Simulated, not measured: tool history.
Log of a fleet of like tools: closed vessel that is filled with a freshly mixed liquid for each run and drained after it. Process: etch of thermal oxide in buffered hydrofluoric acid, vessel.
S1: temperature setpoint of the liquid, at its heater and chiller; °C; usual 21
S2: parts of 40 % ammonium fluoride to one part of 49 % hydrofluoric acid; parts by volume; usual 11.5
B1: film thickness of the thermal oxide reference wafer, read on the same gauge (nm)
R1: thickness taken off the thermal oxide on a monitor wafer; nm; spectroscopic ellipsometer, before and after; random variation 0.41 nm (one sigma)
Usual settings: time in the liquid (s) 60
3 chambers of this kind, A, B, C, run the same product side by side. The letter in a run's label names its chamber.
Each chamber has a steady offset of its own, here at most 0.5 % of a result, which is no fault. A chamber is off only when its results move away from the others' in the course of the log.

Run 1A, hour 4.2: usual settings; B1 30.021. Result: R1 48.732 nm.
Run 2B, hour 7.8: usual settings; B1 29.990. Result: R1 49.175 nm.
Run 3C, hour 11.9: usual settings; B1 30.035. Result: R1 48.491 nm.
Run 4A, hour 16.2: usual settings; B1 30.029. Result: R1 49.382 nm.
Run 5B, hour 19.3: usual settings; B1 30.020. Result: R1 49.861 nm.
Run 6C, hour 22.3: usual settings but S2 14.0 parts by volume, time in the liquid (s) 95; B1 29.984. Result: R1 63.966 nm.
Run 7B, hour 25.9: usual settings but S2 14.0 parts by volume, time in the liquid (s) 95; B1 30.036. Result: R1 65.184 nm.
Run 8A, hour 29.5: usual settings but S2 14.0 parts by volume, time in the liquid (s) 95; B1 29.995. Result: R1 63.813 nm.
Run 9C, hour 32.0: usual settings; B1 30.005. Result: R1 49.340 nm.
Run 10A, hour 34.8: usual settings; B1 30.047. Result: R1 49.099 nm.
Run 11C, hour 38.4: usual settings; B1 30.009. Result: R1 48.528 nm.
Run 12B, hour 41.6: usual settings; B1 29.998. Result: R1 50.035 nm.
Run 13B, hour 44.0: usual settings; B1 29.992. Result: R1 49.738 nm.
Run 14C, hour 48.0: usual settings; B1 29.982. Result: R1 48.736 nm.
Run 15A, hour 50.9: usual settings; B1 29.982. Result: R1 49.485 nm.
Run 16C, hour 55.1: usual settings; B1 30.022. Result: R1 48.932 nm.
Run 17A, hour 59.3: usual settings; B1 30.025. Result: R1 49.527 nm.
Run 18B, hour 62.9: usual settings; B1 30.032. Result: R1 49.833 nm.
Run 19C, hour 65.8: usual settings; B1 30.017. Result: R1 50.168 nm.
Run 20B, hour 69.7: usual settings; B1 29.997. Result: R1 50.000 nm.
Run 21A, hour 71.9: usual settings; B1 29.996. Result: R1 48.963 nm.
Run 22B, hour 75.3: usual settings; B1 30.031. Result: R1 50.899 nm.
Run 23A, hour 79.6: usual settings; B1 30.005. Result: R1 49.817 nm.
Run 24C, hour 83.1: usual settings; B1 29.999. Result: R1 49.054 nm.
Run 25A, hour 86.3: usual settings but S2 9.0 parts by volume; B1 29.966. Result: R1 59.664 nm.
Run 26C, hour 89.0: usual settings but S2 9.0 parts by volume; B1 29.970. Result: R1 59.808 nm.
Run 27B, hour 91.5: usual settings but S2 9.0 parts by volume; B1 29.991. Result: R1 63.134 nm.
Run 28C, hour 95.0: usual settings; B1 29.968. Result: R1 48.954 nm.
Run 29B, hour 97.6: usual settings; B1 30.003. Result: R1 50.777 nm.
Run 30A, hour 100.6: usual settings; B1 30.018. Result: R1 49.789 nm.
Run 31B, hour 104.8: usual settings; B1 29.944. Result: R1 50.924 nm.
Run 32A, hour 106.9: usual settings; B1 30.024. Result: R1 49.483 nm.
Run 33C, hour 109.1: usual settings; B1 30.008. Result: R1 48.936 nm.
Run 34C, hour 111.9: usual settings; B1 29.992. Result: R1 48.741 nm.
Run 35B, hour 114.2: usual settings; B1 29.993. Result: R1 51.415 nm.
Run 36A, hour 116.5: usual settings; B1 30.012. Result: R1 49.632 nm.
Run 37B, hour 120.4: usual settings; B1 30.007. Result: R1 50.998 nm.
Run 38C, hour 122.9: usual settings; B1 30.017. Result: R1 48.856 nm.
Run 39A, hour 124.7: usual settings; B1 29.993. Result: R1 49.667 nm.
Run 40A, hour 128.4: usual settings but S1 19 °C, time in the liquid (s) 30; B1 30.021. Result: R1 21.819 nm.
Run 41C, hour 131.5: usual settings but S1 19 °C, time in the liquid (s) 30; B1 29.966. Result: R1 21.717 nm.
Run 42B, hour 134.5: usual settings but S1 19 °C, time in the liquid (s) 30; B1 30.030. Result: R1 23.649 nm.

All 3 chambers run these settings next. Forecast each chamber's results:
Run 43A, hour 137.6: usual settings but time in the liquid (s) 35. Result: R1 ?.
Run 43B, hour 137.6: usual settings but time in the liquid (s) 35. Result: R1 ?.
Run 43C, hour 137.6: usual settings but time in the liquid (s) 35. Result: R1 ?.

run      R1
43A  28.424
43B  30.316
43C  28.496
